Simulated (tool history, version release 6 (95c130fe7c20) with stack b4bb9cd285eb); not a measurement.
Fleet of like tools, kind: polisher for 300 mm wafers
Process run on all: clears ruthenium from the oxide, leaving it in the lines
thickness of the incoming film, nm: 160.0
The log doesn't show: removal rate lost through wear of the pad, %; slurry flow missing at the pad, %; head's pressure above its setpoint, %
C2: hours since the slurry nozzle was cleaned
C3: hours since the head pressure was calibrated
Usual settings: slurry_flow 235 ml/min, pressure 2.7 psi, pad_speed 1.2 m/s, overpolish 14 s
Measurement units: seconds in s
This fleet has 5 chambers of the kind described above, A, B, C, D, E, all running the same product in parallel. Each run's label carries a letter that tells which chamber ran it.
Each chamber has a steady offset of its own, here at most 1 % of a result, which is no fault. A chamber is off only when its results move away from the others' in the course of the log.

run 1C hour=16.2 | slurry_flow=235 pressure=2.7 pad_speed=1.2 overpolish=14 | wafers_polished_on_this_pad=410 C2=23.8 C3=308.3 | seconds=87.324
-- hour=18.3 chamber A: worn pad replaced by a new one
run 2A hour=28.9 | slurry_flow=235 pressure=2.7 pad_speed=1.2 overpolish=14 | wafers_polished_on_this_pad=99 C2=589.4 C3=674.6 | seconds=87.077
-- hour=33.3 chamber D: slurry nozzle cleaned
-- hour=36.1 chamber A: head pressure recalibrated
run 3B hour=37.5 | slurry_flow=235 pressure=2.7 pad_speed=1.2 overpolish=14 | wafers_polished_on_this_pad=776 C2=69.9 C3=425.2 | seconds=88.21
-- hour=48.9 chamber D: worn pad replaced by a new one
run 4E hour=51.7 | slurry_flow=235 pressure=2.7 pad_speed=1.2 overpolish=14 | wafers_polished_on_this_pad=632 C2=83.5 C3=81.1 | seconds=86.471
run 5D hour=65.7 | slurry_flow=235 pressure=2.7 pad_speed=1.2 overpolish=14 | wafers_polished_on_this_pad=157 C2=32.5 C3=183.8 | seconds=88.773
-- hour=67.3 chamber C: worn pad replaced by a new one
run 6C hour=73.7 | slurry_flow=305 pressure=2.7 pad_speed=1.4 overpolish=14 | wafers_polished_on_this_pad=60 C2=81.3 C3=365.8 | seconds=71.511
-- hour=81.9 chamber E: worn pad replaced by a new one
run 7B hour=89.6 | slurry_flow=305 pressure=2.7 pad_speed=1.4 overpolish=14 | wafers_polished_on_this_pad=1263 C2=122 C3=477.3 | seconds=73.09
run 8A hour=101.9 | slurry_flow=305 pressure=2.7 pad_speed=1.4 overpolish=14 | wafers_polished_on_this_pad=780 C2=662.4 C3=65.9 | seconds=73.472
run 9D hour=110.3 | slurry_flow=305 pressure=2.7 pad_speed=1.4 overpolish=14 | wafers_polished_on_this_pad=573 C2=77.1 C3=228.4 | seconds=72.409
run 10E hour=120.1 | slurry_flow=305 pressure=2.7 pad_speed=1.4 overpolish=14 | wafers_polished_on_this_pad=356 C2=151.9 C3=149.5 | seconds=72.997
run 11B hour=133.8 | slurry_flow=235 pressure=2.7 pad_speed=1.2 overpolish=14 | wafers_polished_on_this_pad=1675 C2=166.2 C3=521.5 | seconds=89.331
run 12E hour=144.8 | slurry_flow=235 pressure=2.7 pad_speed=1.2 overpolish=14 | wafers_polished_on_this_pad=587 C2=176.6 C3=174.2 | seconds=85.457
-- hour=148.1 chamber D: worn pad replaced by a new one
run 13C hour=155.4 | slurry_flow=235 pressure=2 pad_speed=0.94 overpolish=14 | wafers_polished_on_this_pad=822 C2=163 C3=447.5 | seconds=149.5
-- hour=163.8 chamber C: worn pad replaced by a new one
run 14A hour=171.9 | slurry_flow=235 pressure=2 pad_speed=0.94 overpolish=14 | wafers_polished_on_this_pad=1433 C2=732.4 C3=135.9 | seconds=154.58
-- hour=176.4 chamber E: worn pad replaced by a new one
-- hour=177.4 chamber A: worn pad replaced by a new one
run 15D hour=187.5 | slurry_flow=235 pressure=2 pad_speed=0.94 overpolish=14 | wafers_polished_on_this_pad=367 C2=154.3 C3=305.6 | seconds=149.33
run 16D hour=195.8 | slurry_flow=235 pressure=2 pad_speed=0.94 overpolish=14 | wafers_polished_on_this_pad=445 C2=162.6 C3=313.9 | seconds=151.09
run 17B hour=204.3 | slurry_flow=235 pressure=2 pad_speed=0.94 overpolish=14 | wafers_polished_on_this_pad=2333 C2=236.7 C3=592 | seconds=150.38
-- hour=204.4 chamber A: slurry nozzle cleaned
run 18A hour=220.3 | slurry_flow=235 pressure=2.7 pad_speed=1.2 overpolish=14 | wafers_polished_on_this_pad=401 C2=16 C3=184.3 | seconds=86.855
run 19E hour=234.7 | slurry_flow=235 pressure=2.7 pad_speed=1.2 overpolish=9 | wafers_polished_on_this_pad=544 C2=266.5 C3=264.1 | seconds=87.251
-- hour=241.5 chamber D: worn pad replaced by a new one
run 20C hour=249.2 | slurry_flow=235 pressure=2.7 pad_speed=1.2 overpolish=9 | wafers_polished_on_this_pad=797 C2=256.8 C3=541.3 | seconds=87.375
run 21A hour=257 | slurry_flow=235 pressure=2.7 pad_speed=1.2 overpolish=9 | wafers_polished_on_this_pad=743 C2=52.7 C3=221 | seconds=88.466
-- hour=258.9 chamber C: worn pad replaced by a new one
-- hour=266.5 chamber E: worn pad replaced by a new one
run 22D hour=267.3 | slurry_flow=235 pressure=2.7 pad_speed=1.2 overpolish=9 | wafers_polished_on_this_pad=241 C2=234.1 C3=385.4 | seconds=86.093
-- hour=268.1 chamber E: head pressure recalibrated
run 23B hour=274.5 | slurry_flow=235 pressure=2.7 pad_speed=1.2 overpolish=9 | wafers_polished_on_this_pad=2988 C2=306.9 C3=662.2 | seconds=90.228
-- hour=283.2 chamber D: head pressure recalibrated
run 24E hour=287.8 | slurry_flow=235 pressure=2.7 pad_speed=1.44 overpolish=11 | wafers_polished_on_this_pad=198 C2=319.6 C3=19.8 | seconds=71.38
-- hour=289.6 chamber B: head pressure recalibrated
-- hour=295.4 chamber D: slurry nozzle cleaned
run 25C hour=297.7 | slurry_flow=235 pressure=2.7 pad_speed=1.44 overpolish=11 | wafers_polished_on_this_pad=362 C2=305.3 C3=589.8 | seconds=73.207
run 26B hour=305.9 | slurry_flow=235 pressure=2.7 pad_speed=1.44 overpolish=11 | wafers_polished_on_this_pad=3281 C2=338.3 C3=16.4 | seconds=75.882
run 27A hour=318.8 | slurry_flow=235 pressure=2.7 pad_speed=1.44 overpolish=11 | wafers_polished_on_this_pad=1320 C2=114.5 C3=282.8 | seconds=72.326
-- hour=319.1 chamber A: worn pad replaced by a new one
run 28D hour=329.1 | slurry_flow=235 pressure=2.7 pad_speed=1.44 overpolish=11 | wafers_polished_on_this_pad=818 C2=33.8 C3=45.9 | seconds=72.003
-- hour=331.9 chamber D: worn pad replaced by a new one
-- hour=337.2 chamber C: worn pad replaced by a new one
run 29C hour=345.3 | slurry_flow=235 pressure=2.7 pad_speed=1.2 overpolish=14 | wafers_polished_on_this_pad=76 C2=352.9 C3=637.4 | seconds=87.888
-- hour=345.8 chamber E: worn pad replaced by a new one
-- hour=360.7 chamber C: slurry nozzle cleaned
run 30E hour=361.7 | slurry_flow=235 pressure=2.7 pad_speed=1.6 overpolish=18 | wafers_polished_on_this_pad=149 C2=393.5 C3=93.7 | seconds=65.292
run 31D hour=374.6 | slurry_flow=235 pressure=2.7 pad_speed=1.6 overpolish=18 | wafers_polished_on_this_pad=399 C2=79.3 C3=91.4 | seconds=65.958
run 32A hour=383.3 | slurry_flow=235 pressure=2.7 pad_speed=1.6 overpolish=18 | wafers_polished_on_this_pad=599 C2=179 C3=347.3 | seconds=66.251
run 33E hour=398.6 | slurry_flow=235 pressure=2.7 pad_speed=1.6 overpolish=18 | wafers_polished_on_this_pad=493 C2=430.4 C3=130.6 | seconds=64.68
run 34C hour=411.3 | slurry_flow=235 pressure=2.7 pad_speed=1.6 overpolish=18 | wafers_polished_on_this_pad=691 C2=50.6 C3=703.4 | seconds=66.806
run 35B hour=420.2 | slurry_flow=235 pressure=2.7 pad_speed=1.2 overpolish=14 | wafers_polished_on_this_pad=4347 C2=452.6 C3=130.7 | seconds=96.339
-- hour=429.3 chamber E: worn pad replaced by a new one
run 36E hour=430 | slurry_flow=285 pressure=2.7 pad_speed=1.2 overpolish=14 | wafers_polished_on_this_pad=6 C2=461.8 C3=162 | seconds=83.723
-- hour=433.8 chamber C: worn pad replaced by a new one
run 37C hour=444.9 | slurry_flow=285 pressure=2.7 pad_speed=1.2 overpolish=14 | wafers_polished_on_this_pad=104 C2=84.2 C3=737 | seconds=85.598

Next, every chamber runs the same settings. What will each give?
run 38A hour=456.9 | slurry_flow=310 pressure=2.7 pad_speed=1.2 overpolish=14 | seconds=?
run 38B hour=456.9 | slurry_flow=310 pressure=2.7 pad_speed=1.2 overpolish=14 | seconds=?
run 38C hour=456.9 | slurry_flow=310 pressure=2.7 pad_speed=1.2 overpolish=14 | seconds=?
run 38D hour=456.9 | slurry_flow=310 pressure=2.7 pad_speed=1.2 overpolish=14 | seconds=?
run 38E hour=456.9 | slurry_flow=310 pressure=2.7 pad_speed=1.2 overpolish=14 | seconds=?

run=38A seconds=84.379
run=38B seconds=93.085
run=38C seconds=85.92
run=38D seconds=84.151
run=38E seconds=84.741

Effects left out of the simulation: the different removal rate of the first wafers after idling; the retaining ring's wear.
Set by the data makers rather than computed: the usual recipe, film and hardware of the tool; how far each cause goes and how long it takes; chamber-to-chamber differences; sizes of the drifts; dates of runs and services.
